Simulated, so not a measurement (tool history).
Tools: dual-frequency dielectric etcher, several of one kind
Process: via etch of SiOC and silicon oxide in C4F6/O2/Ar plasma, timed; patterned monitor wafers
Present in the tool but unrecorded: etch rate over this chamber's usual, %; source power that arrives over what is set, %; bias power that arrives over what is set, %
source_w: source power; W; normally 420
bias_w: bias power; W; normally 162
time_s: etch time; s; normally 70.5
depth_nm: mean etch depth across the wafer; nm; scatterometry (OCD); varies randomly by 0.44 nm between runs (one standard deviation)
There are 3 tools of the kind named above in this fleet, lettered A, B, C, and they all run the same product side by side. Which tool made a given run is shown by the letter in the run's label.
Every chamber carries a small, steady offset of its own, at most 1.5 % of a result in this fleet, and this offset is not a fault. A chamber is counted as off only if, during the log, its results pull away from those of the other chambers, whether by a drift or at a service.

run,hour,source_w,bias_w,time_s,hours since the last wet clean,hours since the last source power generator calibration,hours since the last bias power generator calibration,"read-back reference wafer on the same gauge, depth_nm",depth_nm
1C,7.8,420,162,70.5,205.2,1005.7,1011.9,76.824,78.911
2B,12.6,420,162,70.5,214,3875.7,78,76.884,77.359
3A,19.5,420,162,70.5,304.5,380.8,967.1,76.731,79.018
4C,27.3,420,162,70.5,224.7,1025.2,1031.4,76.739,78.667
5B,35.7,420,162,70.5,237.1,3898.8,101.1,76.78,77.666
6A,43,420,162,57,328,404.3,990.6,76.909,63.744
7B,49.4,420,162,57,250.8,3912.5,114.8,76.727,62.859
8A,54.1,420,162,57,339.1,415.4,1001.7,76.813,64.567
9C,60.1,420,162,70.5,257.5,1058,1064.2,76.799,79.147
10B,69.1,420,162,70.5,270.5,3932.2,134.5,76.916,77.252
11C,75,420,162,70.5,272.4,1072.9,1079.1,76.722,79.32
12A,80.1,420,162,70.5,365.1,441.4,1027.7,76.924,79.275
13A,87.1,420,162,70.5,372.1,448.4,1034.7,76.857,79.187
14B,93.1,420,162,70.5,294.5,3956.2,158.5,76.866,77.695
15C,100.8,420,162,70.5,298.2,1098.7,1104.9,76.768,79.726
16A,105.9,420,123,50.5,390.9,467.2,1053.5,76.928,52.454
17C,114.8,420,123,50.5,312.2,1112.7,1118.9,76.774,52.255
18B,119.9,420,123,50.5,321.3,3983,185.3,76.776,51.697
19B,128.7,420,162,70.5,330.1,3991.8,194.1,76.753,77.472
20A,133.4,420,162,70.5,418.4,494.7,1081,76.828,79.507
21C,141.3,420,162,70.5,338.7,1139.2,1145.4,76.748,78.99
22C,148.1,420,162,70.5,345.5,1146,1152.2,76.83,78.36
23B,154.4,420,196,70.5,355.8,4017.5,219.8,76.643,83.348
24A,161.9,420,196,70.5,446.9,523.2,1109.5,76.852,83.171
25B,169.5,420,196,70.5,370.9,4032.6,234.9,76.699,82.079
26C,175.7,420,162,70.5,373.1,1173.6,1179.8,76.749,78.941
27A,183.3,420,162,70.5,468.3,544.6,1130.9,76.931,78.932
28B,190.9,420,162,70.5,392.3,4054,256.3,76.698,77.122
# hour 191.9: chamber B: source power generator calibrated
29C,196.5,420,162,70.5,393.9,1194.4,1200.6,76.812,78.995
30A,202.6,420,162,70.5,487.6,563.9,1150.2,76.758,79.136
31A,207,420,162,70.5,492,568.3,1154.6,76.85,78.811
32B,213.1,420,162,70.5,414.5,21.2,278.5,76.686,77.874
# hour 213.6: chamber A: wet clean of the chamber
33C,218.8,420,162,70.5,416.2,1216.7,1222.9,76.765,79.222
34A,226.4,420,162,88.5,12.8,587.7,1174,76.806,98.625
# hour 229.4: chamber C: wet clean of the chamber
35C,235.2,420,162,88.5,5.9,1233.1,1239.3,76.769,99.306
36B,239.5,420,162,88.5,440.9,47.6,304.9,76.825,97.803

All 3 chambers run these settings next. Forecast each chamber's results:
37A,246.1,420,162,70.5,,,,,?
37B,246.1,420,162,70.5,,,,,?
37C,246.1,420,162,70.5,,,,,?

run,depth_nm
37A,79.579
37B,77.826
37C,78.623

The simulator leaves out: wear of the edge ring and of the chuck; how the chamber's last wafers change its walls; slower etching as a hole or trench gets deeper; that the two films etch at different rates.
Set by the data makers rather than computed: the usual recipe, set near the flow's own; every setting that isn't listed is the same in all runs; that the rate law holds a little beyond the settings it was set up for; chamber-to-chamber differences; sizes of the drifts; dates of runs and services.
